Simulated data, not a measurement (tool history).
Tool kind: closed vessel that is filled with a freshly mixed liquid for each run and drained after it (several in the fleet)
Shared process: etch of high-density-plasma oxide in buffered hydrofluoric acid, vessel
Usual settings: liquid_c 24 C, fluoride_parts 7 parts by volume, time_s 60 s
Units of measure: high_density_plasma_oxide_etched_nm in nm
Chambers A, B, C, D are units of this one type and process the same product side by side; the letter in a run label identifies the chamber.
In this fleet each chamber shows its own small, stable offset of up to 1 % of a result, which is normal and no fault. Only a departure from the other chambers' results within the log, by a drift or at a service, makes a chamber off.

run     day  liquid_c  fluoride_parts  time_s  read-back film thickness of the high-density-plasma oxide reference wafer, read on the same gauge (nm)  high_density_plasma_oxide_etched_nm
 1B   0.508        24               7      60                                                                                                  130.03                               105.25
 2D   0.925        24               7      60                                                                                                  130.03                               105.24
 3C   1.321        24               7      60                                                                                                     130                               105.04
 4A   1.583        24               7      60                                                                                                  130.03                               104.77
 5A   2.133        24               7      60                                                                                                  129.98                               106.21
 6C   2.554        24               7      60                                                                                                  130.03                               104.19
 7B   3.012        24               7      60                                                                                                  130.01                               105.96
 8D   3.604        24               7      60                                                                                                  129.99                               104.63
 9A   3.967        24               7      60                                                                                                     130                               104.76
10B   4.338        24               7      60                                                                                                  130.01                               104.26
11C   4.712        24               7      60                                                                                                  129.99                               105.14
12D   5.229        24               7      60                                                                                                  130.01                               104.98
13A   5.754        24               7      60                                                                                                  130.01                               105.66
14C   6.217        24               7      60                                                                                                  129.99                               103.77
15B   6.754        24               7      60                                                                                                  129.99                               105.36
16D   7.046        24               7      60                                                                                                     130                               104.62
17B   7.342        24               7      60                                                                                                  130.03                               104.31
18C   7.792        24               7      60                                                                                                  130.04                               104.17
19A   8.304        24               7      60                                                                                                  130.02                               106.21
       8.45  -- chamber B: hydrofluoric acid flow meter replaced
20D   8.633        24               7      60                                                                                                  130.03                               104.66
21A   9.021        24               7      60                                                                                                  129.99                               106.86
22B   9.308        24               7      60                                                                                                     130                               106.18
23C   9.633        24               7      60                                                                                                  130.02                               105.17
24D  10.108      26.5               7      60                                                                                                  129.99                               119.66
25A  10.554      26.5               7      60                                                                                                  129.99                               122.72
26C  11.104      26.5               7      60                                                                                                  129.99                               119.73
27D  11.583      26.5               7      60                                                                                                  130.02                               120.58
28B  11.896        24               7      60                                                                                                  130.04                               105.56
29A  12.446        24               7      60                                                                                                  130.01                               106.39
30C    12.9        24               7      60                                                                                                     130                               104.68
31B  13.379      19.5               8      60                                                                                                  130.02                               70.865
32D  13.821      19.5               8      60                                                                                                     130                               70.501
33D  14.358      19.5               8      60                                                                                                  130.01                               70.852
34B  14.792      19.5               8      60                                                                                                  129.99                               70.662
35A  15.396        21               5      60                                                                                                  130.02                               121.74
36C  15.696        21               5      60                                                                                                  129.99                               118.17

Is one chamber off against the others, does the gauge drift, or is nothing wrong? If a chamber is off, say which, and what the likeliest cause is.

One chamber, A, drifts off from the rest bit by bit.
Likeliest cause: hydrofluoric acid flow above the setpoint (%) = 4.25.
The log may not tell that from: liquid hotter than its thermometer reads (K).

Below are 4 candidate recipes for chamber A's next run, each the usual settings with a change, their results shown as question marks. Which of them brings A's results back in line with what the other chambers give on the usual settings?
To be in line, a result may differ from the other chambers' mean on the usual settings by at most: high_density_plasma_oxide_etched_nm 2 nm
37A-1  16.129        24             6.5      60                                                                                                                                            ?
37A-2  16.129      24.5               7      60                                                                                                                                            ?
37A-3  16.129        24             7.5      60                                                                                                                                            ?
37A-4  16.129      23.5               7      60                                                                                                                                            ?

On the usual settings, the other chambers give on average: high_density_plasma_oxide_etched_nm 104.7 nm
  run  high_density_plasma_oxide_etched_nm
37A-1                               115.69
37A-2                               111.52
37A-3                               101.57
37A-4                                105.5
37A-4 is the one that brings the chamber's results back in line with the other chambers.

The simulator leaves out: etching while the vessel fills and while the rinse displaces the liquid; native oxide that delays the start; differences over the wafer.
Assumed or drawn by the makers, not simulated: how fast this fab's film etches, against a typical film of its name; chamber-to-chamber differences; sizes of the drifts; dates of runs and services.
